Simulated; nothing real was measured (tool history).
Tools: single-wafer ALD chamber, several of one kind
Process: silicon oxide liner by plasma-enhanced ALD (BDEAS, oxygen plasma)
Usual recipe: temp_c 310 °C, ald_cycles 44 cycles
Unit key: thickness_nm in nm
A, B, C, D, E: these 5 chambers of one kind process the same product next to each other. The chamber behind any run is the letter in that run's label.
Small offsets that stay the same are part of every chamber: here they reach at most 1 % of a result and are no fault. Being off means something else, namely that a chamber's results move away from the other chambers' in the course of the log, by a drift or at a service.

run,hour,temp_c,ald_cycles,"read-back reference wafer on the same gauge, thickness_nm",thickness_nm
1D,3.9,310,44,3.5171,4.0184
2C,10.6,310,44,3.5211,4.0065
3B,17.0,310,44,3.5192,4.0625
4A,21.1,310,44,3.5219,4.0386
5E,25.0,310,44,3.5223,4.0317
6B,28.7,310,47,3.5199,4.3024
7A,34.9,310,47,3.5187,4.3050
8D,41.0,310,47,3.5186,4.2894
9C,45.0,310,47,3.5209,4.2924
10E,48.7,310,47,3.5180,4.2941
11A,52.4,310,44,3.5202,4.0061
12C,57.6,310,44,3.5231,4.0363
13D,63.5,310,44,3.5219,4.0254
14B,70.0,310,44,3.5192,4.0459
15E,73.9,310,44,3.5202,3.9948
16E,79.5,319,50,3.5201,4.4891
17A,85.9,319,50,3.5231,4.5167
18C,90.1,319,50,3.5220,4.5003
19B,97.2,319,50,3.5197,4.5437
20D,104.0,319,50,3.5152,4.5039
21A,110.2,310,44,3.5175,4.0120
22B,115.0,310,44,3.5205,4.0429
23D,118.2,310,44,3.5171,4.0164
24C,122.1,310,44,3.5205,4.0045
25E,127.2,310,44,3.5180,4.0171
26A,131.8,322,53,3.5207,4.7469
27D,135.2,322,53,3.5173,4.7793
28B,141.1,322,53,3.5195,4.8080
29C,146.1,322,53,3.5223,4.7620
30E,153.2,322,53,3.5203,4.7302
31E,157.2,310,44,3.5187,3.9916
32A,164.1,310,44,3.5192,4.0296
33B,169.3,301,44,3.5233,4.1040
34D,173.5,301,44,3.5212,4.0796
35C,176.7,301,44,3.5206,4.0701
36E,182.2,301,44,3.5200,4.0322
37C,186.7,301,44,3.5212,4.0744
38A,191.9,310,44,3.5190,3.9966
39B,198.9,310,44,3.5206,4.0204
40D,204.8,310,44,3.5208,4.0259
41B,211.0,310,44,3.5188,4.0588
42D,215.0,310,44,3.5188,4.0330
43C,221.9,310,44,3.5229,4.0263
44A,226.9,318,49,3.5221,4.4021

For the next run the whole fleet of 5 chambers uses the same settings. Give each chamber's results:
45A,232.1,310,52,,?
45B,232.1,310,52,,?
45C,232.1,310,52,,?
45D,232.1,310,52,,?
45E,232.1,310,52,,?

run,thickness_nm
45A,4.7607
45B,4.7689
45C,4.7605
45D,4.7654
45E,4.7167
